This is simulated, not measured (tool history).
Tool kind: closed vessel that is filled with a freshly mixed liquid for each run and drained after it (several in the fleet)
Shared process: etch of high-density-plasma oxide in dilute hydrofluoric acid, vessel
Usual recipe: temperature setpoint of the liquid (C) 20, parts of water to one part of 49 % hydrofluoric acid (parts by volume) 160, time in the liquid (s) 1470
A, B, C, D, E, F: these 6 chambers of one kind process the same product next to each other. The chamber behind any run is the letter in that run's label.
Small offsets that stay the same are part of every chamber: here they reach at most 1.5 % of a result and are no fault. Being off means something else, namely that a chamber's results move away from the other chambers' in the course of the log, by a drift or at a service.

run     day  temperature setpoint of the liquid (C)  parts of water to one part of 49 % hydrofluoric acid (parts by volume)  time in the liquid (s)  read-back film thickness of the high-density-plasma oxide reference wafer, read on the same gauge (nm)  thickness taken off the high-density-plasma oxide on a monitor wafer (nm)
 1D   0.675                                      20                                                                     160                    1470                                                                                                  120.02                                                                      46.44
 2F   1.067                                      20                                                                     160                    1470                                                                                                  120.01                                                                     46.249
 3A   1.592                                      20                                                                     160                    1470                                                                                                  119.97                                                                     46.478
 4C   1.883                                      20                                                                     160                    1470                                                                                                  120.01                                                                     46.108
 5B    2.35                                      20                                                                     160                    1470                                                                                                  119.98                                                                     46.281
      2.629  -- chamber F: hydrofluoric acid flow meter replaced
 6E   2.779                                    21.5                                                                     105                    1470                                                                                                  120.03                                                                     80.419
 7F   3.371                                    21.5                                                                     105                    1470                                                                                                  119.99                                                                      77.85
 8B   3.729                                    21.5                                                                     105                    1470                                                                                                  119.99                                                                     78.702
 9A   4.196                                    21.5                                                                     105                    1470                                                                                                  119.98                                                                      80.36
10C   4.742                                    21.5                                                                     105                    1470                                                                                                  120.01                                                                     79.505
11E   5.104                                    21.5                                                                     105                    1470                                                                                                  120.02                                                                     81.213
12D   5.671                                      20                                                                     160                    1470                                                                                                  120.01                                                                     47.485
13F   6.038                                      20                                                                     160                    1470                                                                                                     120                                                                     46.182
      6.267  -- chamber A: hydrofluoric acid flow meter replaced
14A   6.396                                      20                                                                     160                    1470                                                                                                  119.99                                                                     47.055
15C   6.692                                      20                                                                     160                    1470                                                                                                  119.99                                                                     46.194
16D   7.362                                      20                                                                     160                    1470                                                                                                     120                                                                     48.096
17B   7.729                                      20                                                                     160                    1470                                                                                                     120                                                                     46.527
      8.042  -- chamber E: thermometer replaced
18E   8.092                                      20                                                                     160                    1470                                                                                                     120                                                                     46.934
19F   8.746                                      20                                                                     160                    1470                                                                                                  120.02                                                                     46.389
      8.942  -- chamber E: hydrofluoric acid flow meter replaced
20E   9.138                                      20                                                                     160                    1470                                                                                                  120.02                                                                     46.597
21B   9.817                                      20                                                                     160                    1470                                                                                                     120                                                                     46.177
22A  10.225                                      20                                                                     160                    1470                                                                                                     120                                                                     46.026
23D  10.592                                      20                                                                     160                    1470                                                                                                  119.99                                                                     48.448
24C  11.042                                    22.5                                                                     160                    1470                                                                                                  120.03                                                                     51.265
25A  11.679                                    22.5                                                                     160                    1470                                                                                                     120                                                                     50.766
26D  12.021                                    22.5                                                                     160                    1470                                                                                                  120.03                                                                     53.847
27E  12.529                                    22.5                                                                     160                    1470                                                                                                     120                                                                     50.566
     12.667  -- chamber B: hydrofluoric acid flow meter replaced
28B  12.942                                    22.5                                                                     160                    1470                                                                                                     120                                                                     51.196
29F  13.579                                    22.5                                                                     160                    1470                                                                                                  120.01                                                                     52.075
30C  14.196                                      20                                                                     160                    1470                                                                                                     120                                                                     45.714
31E  14.788                                      20                                                                     160                    1470                                                                                                  120.02                                                                     45.859
32A  15.404                                      20                                                                     160                    1470                                                                                                     120                                                                     46.822
33B  16.062                                      20                                                                     160                    1470                                                                                                  120.03                                                                       46.5
34D    16.6                                      20                                                                     160                    1470                                                                                                  120.01                                                                     49.907
35C  17.067                                      20                                                                     160                    1470                                                                                                  120.03                                                                     45.975
36F  17.446                                      20                                                                     160                    1470                                                                                                  120.01                                                                     46.898
37D  18.008                                      17                                                                     160                     910                                                                                                     120                                                                     27.563
38C  18.375                                      17                                                                     160                     910                                                                                                  120.02                                                                     25.431

Is one chamber out of step, is the gauge drifting, or do the chambers differ by no more than their own small offsets? For an off chamber, give its letter and the likeliest cause.

Little by little, chamber D moves away from the other chambers.
Most likely cause: hydrofluoric acid flow above the setpoint (%) = 7.23.
The log may not tell that from: liquid hotter than its thermometer reads (K).

Below are 4 candidate recipes for chamber D's next run, each the usual settings with a change, their results shown as question marks. Which of them brings D's results back in line with what the other chambers give on the usual settings?
In line here means within this much of the mean the other chambers give on the usual settings: thickness taken off the high-density-plasma oxide on a monitor wafer (nm) 1.5
39D-1  18.858                                      20                                                                     160                    1240                                                                                                                                                                                  ?
39D-2  18.858                                      20                                                                     160                    1340                                                                                                                                                                                  ?
39D-3  18.858                                    20.5                                                                     150                    1605                                                                                                                                                                                  ?
39D-4  18.858                                      20                                                                     155                    1530                                                                                                                                                                                  ?

Usual-settings mean across the other chambers: thickness taken off the high-density-plasma oxide on a monitor wafer (nm) 46.358
  run  thickness taken off the high-density-plasma oxide on a monitor wafer (nm)
39D-1                                                                     43.162
39D-2                                                                     46.642
39D-3                                                                     61.482
39D-4                                                                     55.272
The right change is 39D-2: it brings the chamber back within the allowed miss of the others.
